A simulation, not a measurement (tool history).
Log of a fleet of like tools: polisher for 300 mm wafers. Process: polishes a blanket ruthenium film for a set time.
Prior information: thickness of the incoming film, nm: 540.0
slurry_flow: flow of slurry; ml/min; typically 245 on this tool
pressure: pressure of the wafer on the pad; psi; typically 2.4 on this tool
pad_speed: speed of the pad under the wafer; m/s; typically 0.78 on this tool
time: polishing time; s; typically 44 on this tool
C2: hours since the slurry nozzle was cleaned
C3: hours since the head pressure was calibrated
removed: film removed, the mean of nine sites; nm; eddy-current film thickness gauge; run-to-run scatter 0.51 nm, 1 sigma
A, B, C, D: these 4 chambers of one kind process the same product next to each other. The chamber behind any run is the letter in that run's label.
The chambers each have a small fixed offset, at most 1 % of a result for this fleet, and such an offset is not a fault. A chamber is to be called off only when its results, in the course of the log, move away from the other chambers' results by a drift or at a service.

run 1B day=0.625 | slurry_flow=245 pressure=2.4 pad_speed=0.78 time=44 | wafers_polished_on_this_pad=775 C2=133.6 C3=97.7 | removed=48.563
run 2D day=1.242 | slurry_flow=245 pressure=2.4 pad_speed=0.78 time=44 | wafers_polished_on_this_pad=685 C2=429 C3=525.6 | removed=47.901
-- day=1.321 chamber B: worn pad replaced by a new one
-- day=1.625 chamber C: worn pad replaced by a new one
run 3A day=1.875 | slurry_flow=245 pressure=2.4 pad_speed=0.78 time=44 | wafers_polished_on_this_pad=1063 C2=199.1 C3=472.6 | removed=48.48
-- day=1.962 chamber D: worn pad replaced by a new one
run 4C day=2.183 | slurry_flow=245 pressure=2.4 pad_speed=0.78 time=44 | wafers_polished_on_this_pad=139 C2=343.8 C3=388.9 | removed=48.255
run 5C day=2.479 | slurry_flow=245 pressure=2.4 pad_speed=0.78 time=44 | wafers_polished_on_this_pad=213 C2=350.9 C3=396 | removed=48.289
run 6A day=2.917 | slurry_flow=245 pressure=2.4 pad_speed=0.78 time=44 | wafers_polished_on_this_pad=1324 C2=224.1 C3=497.6 | removed=48.279
run 7B day=3.433 | slurry_flow=245 pressure=2.4 pad_speed=0.78 time=44 | wafers_polished_on_this_pad=528 C2=201 C3=165.1 | removed=49.327
-- day=3.758 chamber A: worn pad replaced by a new one
run 8D day=4 | slurry_flow=245 pressure=2.4 pad_speed=0.78 time=44 | wafers_polished_on_this_pad=510 C2=495.2 C3=591.8 | removed=48.397
run 9D day=4.604 | slurry_flow=245 pressure=2.4 pad_speed=0.78 time=44 | wafers_polished_on_this_pad=661 C2=509.7 C3=606.3 | removed=48.372
run 10C day=5.162 | slurry_flow=245 pressure=2.4 pad_speed=0.78 time=44 | wafers_polished_on_this_pad=885 C2=415.3 C3=460.4 | removed=48.668
-- day=5.238 chamber C: worn pad replaced by a new one
-- day=5.25 chamber D: worn pad replaced by a new one
run 11B day=5.604 | slurry_flow=245 pressure=2.4 pad_speed=0.78 time=44 | wafers_polished_on_this_pad=1072 C2=253.1 C3=217.2 | removed=48.536
run 12A day=6.108 | slurry_flow=245 pressure=2.4 pad_speed=0.78 time=44 | wafers_polished_on_this_pad=588 C2=300.7 C3=574.2 | removed=48.442
-- day=6.179 chamber B: worn pad replaced by a new one
run 13B day=6.704 | slurry_flow=245 pressure=2.4 pad_speed=0.78 time=44 | wafers_polished_on_this_pad=131 C2=279.5 C3=243.6 | removed=47.958
run 14A day=7.108 | slurry_flow=245 pressure=2.4 pad_speed=0.78 time=44 | wafers_polished_on_this_pad=839 C2=324.7 C3=598.2 | removed=49.573
run 15D day=7.388 | slurry_flow=245 pressure=2.4 pad_speed=0.78 time=44 | wafers_polished_on_this_pad=535 C2=576.5 C3=673.1 | removed=49.067
run 16C day=8.012 | slurry_flow=185 pressure=2.4 pad_speed=1.02 time=44 | wafers_polished_on_this_pad=695 C2=483.7 C3=528.8 | removed=62.123
-- day=8.083 chamber D: worn pad replaced by a new one
-- day=8.279 chamber C: worn pad replaced by a new one
run 17A day=8.367 | slurry_flow=185 pressure=2.4 pad_speed=1.02 time=44 | wafers_polished_on_this_pad=1154 C2=354.9 C3=628.4 | removed=61.051
-- day=8.488 chamber A: slurry nozzle cleaned
-- day=8.517 chamber D: slurry nozzle cleaned
run 18C day=9 | slurry_flow=185 pressure=2.4 pad_speed=1.02 time=44 | wafers_polished_on_this_pad=181 C2=507.4 C3=552.5 | removed=61.089
-- day=9.117 chamber A: worn pad replaced by a new one
run 19D day=9.612 | slurry_flow=185 pressure=2.4 pad_speed=1.02 time=44 | wafers_polished_on_this_pad=383 C2=26.3 C3=726.5 | removed=62.418
run 20B day=9.967 | slurry_flow=245 pressure=2.4 pad_speed=0.78 time=44 | wafers_polished_on_this_pad=948 C2=357.8 C3=321.9 | removed=48.683
-- day=9.979 chamber D: head pressure recalibrated
-- day=10.288 chamber B: worn pad replaced by a new one
run 21A day=10.442 | slurry_flow=245 pressure=2.4 pad_speed=0.78 time=44 | wafers_polished_on_this_pad=331 C2=47 C3=678.2 | removed=49.177
run 22D day=10.933 | slurry_flow=245 pressure=2.4 pad_speed=0.78 time=44 | wafers_polished_on_this_pad=713 C2=58 C3=23 | removed=43.559
run 23C day=11.462 | slurry_flow=245 pressure=2.4 pad_speed=0.78 time=44 | wafers_polished_on_this_pad=797 C2=566.5 C3=611.6 | removed=48.068
-- day=11.717 chamber D: worn pad replaced by a new one
-- day=11.754 chamber C: slurry nozzle cleaned
-- day=12.008 chamber C: worn pad replaced by a new one
run 24B day=12.017 | slurry_flow=245 pressure=2.4 pad_speed=0.78 time=44 | wafers_polished_on_this_pad=433 C2=407 C3=371.1 | removed=48.925
run 25D day=12.483 | slurry_flow=245 pressure=2.4 pad_speed=0.78 time=44 | wafers_polished_on_this_pad=192 C2=95.2 C3=60.2 | removed=44.348
run 26B day=13.104 | slurry_flow=245 pressure=2.4 pad_speed=0.78 time=44 | wafers_polished_on_this_pad=705 C2=433.1 C3=397.2 | removed=48.084
run 27C day=13.496 | slurry_flow=245 pressure=2.4 pad_speed=0.78 time=44 | wafers_polished_on_this_pad=373 C2=41.9 C3=660.4 | removed=47.825
-- day=13.6 chamber C: head pressure recalibrated
run 28A day=13.788 | slurry_flow=245 pressure=2.4 pad_speed=0.78 time=44 | wafers_polished_on_this_pad=1169 C2=127.3 C3=758.5 | removed=49.069
run 29B day=14.217 | slurry_flow=245 pressure=2.4 pad_speed=0.78 time=44 | wafers_polished_on_this_pad=984 C2=459.8 C3=423.9 | removed=48.43
-- day=14.658 chamber A: worn pad replaced by a new one
run 30D day=14.846 | slurry_flow=245 pressure=2.4 pad_speed=0.78 time=44 | wafers_polished_on_this_pad=784 C2=151.9 C3=116.9 | removed=43.677
run 31C day=15.121 | slurry_flow=245 pressure=2.4 pad_speed=0.78 time=44 | wafers_polished_on_this_pad=780 C2=80.9 C3=36.6 | removed=48.156
-- day=15.138 chamber D: worn pad replaced by a new one
run 32A day=15.683 | slurry_flow=245 pressure=2.4 pad_speed=0.78 time=44 | wafers_polished_on_this_pad=257 C2=172.8 C3=804 | removed=48.459
run 33D day=16.312 | slurry_flow=245 pressure=2.4 pad_speed=0.78 time=44 | wafers_polished_on_this_pad=294 C2=187.1 C3=152.1 | removed=44.271

The same settings go to every chamber for the next run, one line per chamber below. Forecast the results for each:
run 34A day=16.771 | slurry_flow=245 pressure=2.4 pad_speed=0.78 time=44 | removed=?
run 34B day=16.771 | slurry_flow=245 pressure=2.4 pad_speed=0.78 time=44 | removed=?
run 34C day=16.771 | slurry_flow=245 pressure=2.4 pad_speed=0.78 time=44 | removed=?
run 34D day=16.771 | slurry_flow=245 pressure=2.4 pad_speed=0.78 time=44 | removed=?

run=34A removed=48.456
run=34B removed=49.077
run=34C removed=48.454
run=34D removed=44.752
